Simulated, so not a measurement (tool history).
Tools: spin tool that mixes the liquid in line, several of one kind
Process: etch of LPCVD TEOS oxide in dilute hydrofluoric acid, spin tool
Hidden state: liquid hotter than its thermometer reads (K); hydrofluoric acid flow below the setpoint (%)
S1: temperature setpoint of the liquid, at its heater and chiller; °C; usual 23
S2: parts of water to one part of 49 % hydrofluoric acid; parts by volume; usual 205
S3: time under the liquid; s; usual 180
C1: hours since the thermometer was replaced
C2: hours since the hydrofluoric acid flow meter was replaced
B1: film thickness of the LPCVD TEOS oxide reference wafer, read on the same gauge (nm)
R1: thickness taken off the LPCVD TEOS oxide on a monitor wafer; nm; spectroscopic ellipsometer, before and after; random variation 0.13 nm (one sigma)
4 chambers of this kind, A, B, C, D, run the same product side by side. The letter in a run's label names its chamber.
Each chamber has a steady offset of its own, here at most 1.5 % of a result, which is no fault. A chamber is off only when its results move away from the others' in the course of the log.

run	hour	S1	S2	S3	C1	C2	B1	R1
1D	5.9	23	205	180	745	40.5	39.999	20.375
2C	15	23	205	180	1638	570.1	39.991	20.082
3A	22	23	205	180	385.2	369	40.002	20.263
4B	31.6	23	205	180	784.3	545.5	39.991	20.548
5D	42	23	205	180	781.1	76.6	40.015	20.566
6B	47.7	23	205	180	800.4	561.6	40	20.597
# hour 55.4: chamber D: thermometer replaced
7C	58	23	205	180	1681	613.1	40.006	19.92
8A	69	23	205	180	432.2	416	40.014	20.3
9C	78.5	23	205	180	1701.5	633.6	40.004	19.899
10D	87.9	23	205	180	32.6	122.5	39.998	20.282
11B	93	23	205	180	845.7	606.9	39.986	20.386
12A	100.9	23	205	250	464.1	447.9	39.994	27.986
13B	109.8	23	205	250	862.5	623.7	39.991	28.101
14D	119.5	23	205	250	64.2	154.1	40.005	28.214
15A	126.9	23	205	250	490.1	473.9	39.995	28.262
16C	134.8	23	205	180	1757.8	689.9	40.003	20.106
17A	141.6	19	205	265	504.8	488.6	40.002	25.72
18B	150.1	19	205	265	902.8	664	39.997	24.837
# hour 151.3: chamber A: hydrofluoric acid flow meter replaced
19D	157.3	19	205	265	102	191.9	39.996	26.155
20C	164.1	19	205	265	1787.1	719.2	39.99	25.17
21B	170.4	23	205	180	923.1	684.3	39.991	19.77
22C	180.3	23	205	180	1803.3	735.4	40.008	20.061
23A	185.6	23	205	180	548.8	34.4	40	20.452
24D	196	23	205	180	140.7	230.6	40.019	20.431
25A	206.8	23	205	180	570	55.6	40.005	20.251
26B	211.6	23	205	180	964.3	725.5	40.012	19.384
27D	218.3	23	205	180	163	252.9	40	20.616
28C	224.8	23	205	180	1847.8	779.9	39.998	19.794
29C	230	23	205	180	1853	785.1	40.001	20.077
30D	239.4	23	205	180	184.1	274	40.003	20.369

Next, every chamber runs the same settings. What will each give?
31A	247.5	23	285	180				?
31B	247.5	23	285	180				?
31C	247.5	23	285	180				?
31D	247.5	23	285	180				?

run	R1
31A	13.659
31B	12.737
31C	13.122
31D	13.588
